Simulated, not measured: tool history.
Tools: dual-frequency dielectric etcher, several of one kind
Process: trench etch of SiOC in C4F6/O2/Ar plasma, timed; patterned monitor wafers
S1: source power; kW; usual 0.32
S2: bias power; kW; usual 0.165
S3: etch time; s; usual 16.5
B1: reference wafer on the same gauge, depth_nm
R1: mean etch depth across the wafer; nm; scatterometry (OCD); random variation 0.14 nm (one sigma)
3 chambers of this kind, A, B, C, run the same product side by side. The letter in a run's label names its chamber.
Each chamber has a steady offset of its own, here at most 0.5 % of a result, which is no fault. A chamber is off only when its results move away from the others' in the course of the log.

{"run": "1B", "day": 0.133, "S1": 0.32, "S2": 0.165, "S3": 16.5, "B1": 28.113, "R1": 30.54}
{"run": "2A", "day": 0.258, "S1": 0.32, "S2": 0.165, "S3": 16.5, "B1": 28.099, "R1": 30.483}
{"run": "3C", "day": 0.379, "S1": 0.32, "S2": 0.165, "S3": 16.5, "B1": 28.099, "R1": 30.557}
{"run": "4C", "day": 0.512, "S1": 0.32, "S2": 0.165, "S3": 16.5, "B1": 28.106, "R1": 30.942}
{"run": "5A", "day": 0.7, "S1": 0.32, "S2": 0.165, "S3": 16.5, "B1": 28.097, "R1": 30.287}
{"run": "6B", "day": 0.838, "S1": 0.32, "S2": 0.165, "S3": 16.5, "B1": 28.116, "R1": 30.646}
{"run": "7C", "day": 0.983, "S1": 0.32, "S2": 0.165, "S3": 16.5, "B1": 28.143, "R1": 30.83}
{"run": "8A", "day": 1.125, "S1": 0.32, "S2": 0.165, "S3": 16.5, "B1": 28.1, "R1": 30.378}
{"run": "9B", "day": 1.267, "S1": 0.4, "S2": 0.165, "S3": 13.5, "B1": 28.091, "R1": 27.345}
{"run": "10A", "day": 1.392, "S1": 0.4, "S2": 0.165, "S3": 13.5, "B1": 28.141, "R1": 27.245}
{"run": "11B", "day": 1.542, "S1": 0.4, "S2": 0.165, "S3": 13.5, "B1": 28.109, "R1": 27.175}
{"run": "12C", "day": 1.679, "S1": 0.32, "S2": 0.165, "S3": 16.5, "B1": 28.097, "R1": 30.794}
{"run": "13C", "day": 1.788, "S1": 0.32, "S2": 0.165, "S3": 16.5, "B1": 28.066, "R1": 30.884}
{"run": "14A", "day": 1.996, "S1": 0.32, "S2": 0.165, "S3": 16.5, "B1": 28.101, "R1": 30.616}
{"run": "15B", "day": 2.104, "S1": 0.32, "S2": 0.165, "S3": 16.5, "B1": 28.087, "R1": 30.599}
{"run": "16B", "day": 2.238, "S1": 0.32, "S2": 0.165, "S3": 16.5, "B1": 28.133, "R1": 30.462}
{"run": "17A", "day": 2.346, "S1": 0.32, "S2": 0.165, "S3": 16.5, "B1": 28.072, "R1": 30.729}
{"run": "18C", "day": 2.529, "S1": 0.32, "S2": 0.165, "S3": 16.5, "B1": 28.096, "R1": 30.83}
{"run": "19C", "day": 2.738, "S1": 0.27, "S2": 0.165, "S3": 21, "B1": 28.126, "R1": 36.93}
{"run": "20A", "day": 2.829, "S1": 0.27, "S2": 0.165, "S3": 21, "B1": 28.114, "R1": 35.689}
{"run": "21B", "day": 3.029, "S1": 0.27, "S2": 0.165, "S3": 21, "B1": 28.12, "R1": 36.305}
{"run": "22B", "day": 3.233, "S1": 0.32, "S2": 0.165, "S3": 16.5, "B1": 28.103, "R1": 30.555}
{"run": "23A", "day": 3.425, "S1": 0.32, "S2": 0.165, "S3": 16.5, "B1": 28.097, "R1": 30.034}
{"run": "24C", "day": 3.588, "S1": 0.32, "S2": 0.165, "S3": 16.5, "B1": 28.106, "R1": 30.764}
{"run": "25B", "day": 3.742, "S1": 0.32, "S2": 0.165, "S3": 16.5, "B1": 28.094, "R1": 30.416}
{"run": "26A", "day": 3.95, "S1": 0.32, "S2": 0.165, "S3": 16.5, "B1": 28.098, "R1": 29.892}
{"run": "27C", "day": 4.117, "S1": 0.32, "S2": 0.165, "S3": 21, "B1": 28.107, "R1": 39.121}
{"run": "28A", "day": 4.283, "S1": 0.32, "S2": 0.165, "S3": 21, "B1": 28.088, "R1": 38.119}
{"run": "29C", "day": 4.412, "S1": 0.32, "S2": 0.165, "S3": 21, "B1": 28.086, "R1": 38.924}
{"run": "30B", "day": 4.525, "S1": 0.32, "S2": 0.165, "S3": 16.5, "B1": 28.105, "R1": 30.463}
{"run": "31A", "day": 4.658, "S1": 0.32, "S2": 0.165, "S3": 16.5, "B1": 28.136, "R1": 29.825}
{"run": "32B", "day": 4.796, "S1": 0.32, "S2": 0.165, "S3": 16.5, "B1": 28.122, "R1": 30.832}
{"run": "33C", "day": 4.983, "S1": 0.32, "S2": 0.165, "S3": 16.5, "B1": 28.093, "R1": 30.943}
{"run": "34C", "day": 5.196, "S1": 0.38, "S2": 0.165, "S3": 20, "B1": 28.098, "R1": 39.916}
{"run": "35A", "day": 5.333, "S1": 0.38, "S2": 0.165, "S3": 20, "B1": 28.123, "R1": 38.557}
{"run": "36B", "day": 5.483, "S1": 0.38, "S2": 0.165, "S3": 20, "B1": 28.111, "R1": 39.495}
{"run": "37C", "day": 5.688, "S1": 0.32, "S2": 0.165, "S3": 16.5, "B1": 28.085, "R1": 30.942}
{"run": "38A", "day": 5.883, "S1": 0.28, "S2": 0.184, "S3": 16.5, "B1": 28.085, "R1": 28.983}
{"run": "39B", "day": 6.058, "S1": 0.28, "S2": 0.184, "S3": 16.5, "B1": 28.059, "R1": 30.127}
{"run": "40A", "day": 6.196, "S1": 0.28, "S2": 0.184, "S3": 16.5, "B1": 28.067, "R1": 28.911}
{"run": "41B", "day": 6.358, "S1": 0.32, "S2": 0.165, "S3": 16.5, "B1": 28.121, "R1": 30.44}
{"run": "42C", "day": 6.554, "S1": 0.32, "S2": 0.165, "S3": 16.5, "B1": 28.075, "R1": 30.805}
{"run": "43A", "day": 6.712, "S1": 0.32, "S2": 0.165, "S3": 16.5, "B1": 28.105, "R1": 29.398}
{"run": "44C", "day": 6.846, "S1": 0.32, "S2": 0.165, "S3": 16.5, "B1": 28.091, "R1": 30.836}

Next, every chamber runs the same settings. What will each give?
{"run": "45A", "day": 6.996, "S1": 0.32, "S2": 0.165, "S3": 16.5, "R1": "?"}
{"run": "45B", "day": 6.996, "S1": 0.32, "S2": 0.165, "S3": 16.5, "R1": "?"}
{"run": "45C", "day": 6.996, "S1": 0.32, "S2": 0.165, "S3": 16.5, "R1": "?"}

run=45A R1=29.281
run=45B R1=30.384
run=45C R1=30.89
